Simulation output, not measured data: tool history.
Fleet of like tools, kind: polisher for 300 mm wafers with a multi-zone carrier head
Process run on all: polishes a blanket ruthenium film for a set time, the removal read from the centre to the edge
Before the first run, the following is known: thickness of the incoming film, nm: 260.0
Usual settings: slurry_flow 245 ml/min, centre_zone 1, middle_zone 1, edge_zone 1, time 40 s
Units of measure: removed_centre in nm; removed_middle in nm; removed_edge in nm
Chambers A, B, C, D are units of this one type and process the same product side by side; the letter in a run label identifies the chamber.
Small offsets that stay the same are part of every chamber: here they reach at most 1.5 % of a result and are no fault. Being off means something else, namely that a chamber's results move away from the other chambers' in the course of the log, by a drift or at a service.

run,hour,slurry_flow,centre_zone,middle_zone,edge_zone,time,wafers polished on this pad,hours since the slurry nozzle was cleaned,hours since the centre zone pressure was calibrated,hours since the edge zone pressure was calibrated,removed_centre,removed_middle,removed_edge
1A,4.4,245,1,1,1,40,85,186.4,477.6,213.2,27.256,27.278,26.539
2B,10.3,245,1,1,1,40,130,37.4,490.2,636.2,26.919,27.402,27.047
3D,14.5,245,1,1,1,40,307,245,540.7,631.1,26.838,27.113,27.241
4C,18.1,245,1,1,1,40,585,141.3,554.5,666.9,27.282,27.193,27.594
5B,25.3,165,1,1,1,40,266,52.4,505.2,651.2,25.227,25.554,26.216
6C,29.1,165,1,1,1,40,684,152.3,565.5,677.9,25.574,25.451,26.071
7A,36.1,165,1,1,1,40,371,218.1,509.3,244.9,25.661,25.24,25.18
8D,43.6,165,1,1,1,40,569,274.1,569.8,660.2,24.629,25.58,26.122
9D,48.8,305,1,1,1,40,616,279.3,575,665.4,27.541,27.841,27.099
10A,52.9,305,1,1,1,40,522,234.9,526.1,261.7,27.943,27.882,26.747
# hour 53.7: chamber D: worn pad replaced by a new one
11C,56.6,305,1,1,1,40,932,179.8,593,705.4,28.342,27.803,28.147
12B,61.8,305,1,1,1,40,595,88.9,541.7,687.7,28.069,27.729,27.31
13A,66.6,245,1,1,1,40,646,248.6,539.8,275.4,27.062,27.079,26.647
14D,71.1,245,1,1,1,40,156,301.6,597.3,687.7,27.032,27.03,26.691
# hour 71.5: chamber B: worn pad replaced by a new one
15C,75.5,245,1,1,1,40,1102,198.7,611.9,724.3,27.859,26.885,27.278
# hour 81.5: chamber C: worn pad replaced by a new one
# hour 81.9: chamber A: centre zone pressure recalibrated
16B,82.1,245,1,1,1,40,96,109.2,562,708,26.711,27.248,27.118
17B,85.6,245,1,1,1,40,127,112.7,565.5,711.5,26.754,27.05,27.842
18A,93,245,1,1,1,40,884,275,11.1,301.8,29.037,26.876,26.891
# hour 95.9: chamber A: slurry nozzle cleaned
19C,99.8,185,1,1.05,1,40,165,223,636.2,748.6,26.603,27.141,26.441
20D,103.3,185,1,1.05,1,40,447,333.8,629.5,719.9,25.855,27.425,26.112
# hour 106.1: chamber A: worn pad replaced by a new one
21D,110.6,185,1,1.05,1,40,512,341.1,636.8,727.2,25.802,27.462,26.485
22B,113.9,185,1,1.05,1,40,383,141,593.8,739.8,25.709,27.098,26.847
23A,119.8,245,1,1,1,40,124,23.9,37.9,328.6,29.544,27.266,27.002
24C,124.4,245,1,1,1,40,387,247.6,660.8,773.2,27.548,27.189,27.45
25B,131.8,245,1,1,1,40,544,158.9,611.7,757.7,26.676,27.21,27.672
26A,138.8,245,1,1,1,40,295,42.9,56.9,347.6,29.349,27.304,27.424
# hour 140.2: chamber D: worn pad replaced by a new one
27D,144.3,245,1,1,1,40,37,374.8,670.5,760.9,27.334,27.578,27.013
28C,150.2,245,1.04,1.07,1,40,620,273.4,686.6,799,28.811,29.055,27.514
29A,157.6,245,1.04,1.07,1,40,464,61.7,75.7,366.4,30.316,28.761,27.403
30D,163.2,245,1.04,1.07,1,40,207,393.7,689.4,779.8,28.101,28.947,27.007
31C,166.5,245,1.04,1.07,1,40,766,289.7,702.9,815.3,28.456,28.579,28.217

All chambers now run identical settings, listed one chamber a line with results as question marks. What results will each chamber show?
32A,172,245,0.9,1,1,40,,,,,?,?,?
32B,172,245,0.9,1,1,40,,,,,?,?,?
32C,172,245,0.9,1,1,40,,,,,?,?,?
32D,172,245,0.9,1,1,40,,,,,?,?,?

run,removed_centre,removed_middle,removed_edge
32A,25.925,27.501,26.698
32B,23.416,26.783,26.746
32C,24.466,26.977,27.738
32D,23.481,27.476,26.916

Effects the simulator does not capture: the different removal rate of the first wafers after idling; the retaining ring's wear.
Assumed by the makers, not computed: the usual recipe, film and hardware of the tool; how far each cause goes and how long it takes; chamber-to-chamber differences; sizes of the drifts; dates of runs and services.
